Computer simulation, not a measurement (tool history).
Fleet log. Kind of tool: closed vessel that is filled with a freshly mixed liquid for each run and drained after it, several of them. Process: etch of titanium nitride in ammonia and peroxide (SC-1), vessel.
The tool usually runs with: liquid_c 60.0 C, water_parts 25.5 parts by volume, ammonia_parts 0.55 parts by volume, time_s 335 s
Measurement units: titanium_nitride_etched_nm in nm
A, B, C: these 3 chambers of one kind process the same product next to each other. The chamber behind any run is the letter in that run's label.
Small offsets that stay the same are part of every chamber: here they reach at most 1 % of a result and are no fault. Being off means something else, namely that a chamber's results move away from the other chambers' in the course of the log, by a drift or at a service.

run,hour,liquid_c,water_parts,ammonia_parts,time_s,hours since the thermometer was replaced,hours since the ammonia flow meter was replaced,hours since the drum of ammonia solution was connected,"read-back film thickness of the titanium nitride reference wafer, read on the same gauge (nm)",titanium_nitride_etched_nm
1A,5.6,60.0,25.5,0.55,335,606.0,632.2,269.8,139.98,14.1380
2C,12.1,60.0,25.5,0.55,335,660.0,230.5,717.0,139.99,13.9650
3B,17.9,60.0,25.5,0.55,335,1166.3,759.7,1060.4,139.98,14.2720
4C,25.1,60.0,25.5,0.55,335,673.0,243.5,730.0,139.99,14.1350
5A,30.7,55.0,21.5,0.55,335,631.1,657.3,294.9,139.95,11.3450
6B,36.9,55.0,21.5,0.55,335,1185.3,778.7,1079.4,140.00,11.3160
7A,42.2,55.0,21.5,0.55,335,642.6,668.8,306.4,139.99,11.2730
8B,47.8,60.0,25.5,0.55,335,1196.2,789.6,1090.3,140.06,14.2130
9C,53.4,60.0,25.5,0.55,335,701.3,271.8,758.3,139.96,14.1440
10C,60.9,60.0,25.5,0.55,335,708.8,279.3,765.8,140.01,14.1320
11A,65.7,60.0,25.5,0.55,335,666.1,692.3,329.9,139.98,14.3580
12B,71.3,60.0,25.5,0.55,335,1219.7,813.1,1113.8,140.01,14.0570
13C,78.6,60.0,25.5,0.55,335,726.5,297.0,783.5,140.01,14.1790
14A,86.6,53.0,16.5,0.55,335,687.0,713.2,350.8,140.03,11.4400
15B,90.4,53.0,16.5,0.55,335,1238.8,832.2,1132.9,139.98,11.4750
16A,97.1,53.0,16.5,0.55,335,697.5,723.7,361.3,139.99,11.5060
17B,101.2,60.0,25.5,0.55,335,1249.6,843.0,1143.7,139.97,14.3620
18C,106.6,60.0,25.5,0.55,335,754.5,325.0,811.5,139.98,14.2140
# hour 109.8: chamber B: new drum of ammonia solution connected
19A,112.4,57.0,25.5,0.55,220,712.8,739.0,376.6,139.96,7.5748
20C,118.5,57.0,25.5,0.55,220,766.4,336.9,823.4,140.00,7.6636
21B,123.4,57.0,25.5,0.55,220,1271.8,865.2,13.7,139.98,7.7199
22C,131.3,60.0,25.5,0.55,335,779.2,349.7,836.2,140.05,14.1300
23A,135.2,60.0,25.5,0.55,335,735.6,761.8,399.4,140.01,14.3270
24B,141.2,60.0,25.5,0.55,335,1289.6,883.0,31.5,140.02,14.0200
# hour 146.8: chamber C: new drum of ammonia solution connected
25A,146.8,60.0,25.5,0.55,335,747.2,773.4,411.0,140.00,14.3310
26B,153.9,60.0,25.5,0.55,335,1302.3,895.7,44.2,140.01,14.3790
27C,160.9,60.0,25.5,0.55,260,808.8,379.3,14.1,139.99,11.2120
28C,164.9,60.0,25.5,0.55,260,812.8,383.3,18.1,139.99,11.0950

Has any chamber moved away from the others, gradually or after a service, or does the common gauge drift, or do the chambers differ only by their own small steady offsets? State the chamber and the most likely cause if one applies.

All chambers stay in line apart from their small fixed offsets, and the gauge does not drift.
